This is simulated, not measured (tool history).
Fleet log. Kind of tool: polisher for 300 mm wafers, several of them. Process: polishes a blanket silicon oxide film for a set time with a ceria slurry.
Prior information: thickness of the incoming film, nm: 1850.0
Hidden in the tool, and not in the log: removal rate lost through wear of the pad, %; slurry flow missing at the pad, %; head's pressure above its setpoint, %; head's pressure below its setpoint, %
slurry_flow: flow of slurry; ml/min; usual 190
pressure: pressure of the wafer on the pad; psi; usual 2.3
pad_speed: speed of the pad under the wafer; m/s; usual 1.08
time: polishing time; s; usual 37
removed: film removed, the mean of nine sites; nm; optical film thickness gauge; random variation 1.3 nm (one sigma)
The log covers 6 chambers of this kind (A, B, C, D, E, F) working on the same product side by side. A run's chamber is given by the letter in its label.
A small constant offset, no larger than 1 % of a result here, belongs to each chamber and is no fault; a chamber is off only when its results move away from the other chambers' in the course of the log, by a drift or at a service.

run	hour	slurry_flow	pressure	pad_speed	time	wafers polished on this pad	hours since the slurry nozzle was cleaned	hours since the head pressure was calibrated	removed
# hour 0.5: chamber A: slurry nozzle cleaned
1A	6.2	190	2.3	1.08	37	833	5.8	158.5	115.14
# hour 11.7: chamber B: head pressure recalibrated
2B	14.6	190	2.3	1.08	37	1026	35.2	2.9	112.7
3F	25.9	190	2.3	1.08	37	655	123	560.8	112.13
4D	32.1	190	2.3	1.08	37	552	325.5	842.6	115.01
5C	45.3	190	2.3	1.08	37	755	194.3	122.2	111.92
# hour 49.6: chamber F: worn pad replaced by a new one
# hour 51.7: chamber C: worn pad replaced by a new one
6E	58.3	190	2.3	1.08	37	1029	354.3	65.6	112.98
# hour 64.2: chamber B: worn pad replaced by a new one
7C	65.9	190	2.3	1.08	37	156	214.9	142.8	112.87
8D	74.1	190	2.3	1.08	37	1014	367.5	884.6	114.07
9B	81.8	190	2.3	1.08	37	194	102.4	70.1	110.36
# hour 82.7: chamber D: worn pad replaced by a new one
# hour 83.7: chamber A: worn pad replaced by a new one
# hour 87: chamber E: worn pad replaced by a new one
10E	91.5	190	2.3	1.08	37	50	387.5	98.8	114.31
# hour 94.3: chamber E: slurry nozzle cleaned
11F	100.7	190	2.3	1.08	37	563	197.8	635.6	113.85
12A	107.1	190	2.3	1.08	37	258	106.7	259.4	114.24
13B	117.8	190	2.3	1.08	37	590	138.4	106.1	112.97
# hour 118.1: chamber F: worn pad replaced by a new one
# hour 118.5: chamber C: worn pad replaced by a new one
14A	130.8	190	2.3	1.08	37	519	130.4	283.1	116.37
15D	141.9	190	2.3	1.08	37	652	435.3	952.4	114.94
16F	155.5	190	2.3	1.08	37	412	252.6	690.4	110.78
17C	165	190	2.3	1.08	37	512	314	241.9	110.49
18E	171.9	190	2.3	1.08	37	935	77.7	179.2	112.5
# hour 180.9: chamber A: head pressure recalibrated
# hour 181.2: chamber B: worn pad replaced by a new one
19F	181.7	190	2.3	1.08	37	701	278.8	716.6	114.5
# hour 187.4: chamber C: worn pad replaced by a new one
# hour 188.1: chamber D: worn pad replaced by a new one
20A	193.7	190	2.3	1.08	37	1211	193.3	12.8	114.3
# hour 198.7: chamber F: worn pad replaced by a new one
21C	200	190	2.3	1.08	37	139	349	276.9	105.18
22E	213.2	190	2.3	1.08	37	1390	119	220.5	113.93
# hour 218.4: chamber E: worn pad replaced by a new one
# hour 219.2: chamber A: worn pad replaced by a new one
23D	225.1	190	2.3	1.08	37	407	518.5	1035.6	114.31
# hour 227.7: chamber B: slurry nozzle cleaned
24B	238.3	155	2.3	1.08	37	629	10.6	226.6	111.29
25C	248.9	155	2.3	1.08	37	678	397.9	325.8	101.4
26B	262.3	155	2.3	1.08	37	893	34.6	250.6	108.57
27F	275.7	155	2.3	1.08	37	848	372.8	810.6	111.24
# hour 277: chamber C: worn pad replaced by a new one
# hour 277.3: chamber F: worn pad replaced by a new one
# hour 287.4: chamber D: worn pad replaced by a new one
28D	288.7	155	2.3	1.08	37	14	582.1	1099.2	109.59
29E	299	155	2.3	1.08	37	887	204.8	306.3	112.17
# hour 303.1: chamber B: worn pad replaced by a new one
30A	308	190	2.3	1.08	37	978	307.6	127.1	113.91
31F	318.8	190	2.3	1.08	37	457	415.9	853.7	111.25
32E	326.7	190	2.3	1.08	37	1192	232.5	334	113.77
# hour 333: chamber D: slurry nozzle cleaned
33B	340.3	190	2.3	1.08	37	410	112.6	328.6	112.43
# hour 348.9: chamber C: slurry nozzle cleaned
# hour 351.1: chamber C: worn pad replaced by a new one
34A	351.5	190	2.3	0.74	37	1457	351.1	170.6	77.265
# hour 352.3: chamber F: worn pad replaced by a new one
35D	365.1	190	2.3	0.74	37	855	32.2	1175.6	76.474
36C	371.3	190	2.3	0.74	37	223	22.5	448.2	70.516
37B	377.7	190	2.3	0.74	37	821	150	366	77.825
38F	384.4	190	2.3	0.74	37	354	481.5	919.3	78.501
39D	392.1	190	2.3	0.74	37	1153	59.2	1202.6	76.054

Each of the 6 chambers runs these same settings next. Fill in every chamber's results:
40A	401.9	135	2.3	1.08	37				?
40B	401.9	135	2.3	1.08	37				?
40C	401.9	135	2.3	1.08	37				?
40D	401.9	135	2.3	1.08	37				?
40E	401.9	135	2.3	1.08	37				?
40F	401.9	135	2.3	1.08	37				?

run	removed
40A	105.12
40B	105.93
40C	95.804
40D	106.2
40E	106.46
40F	106.26
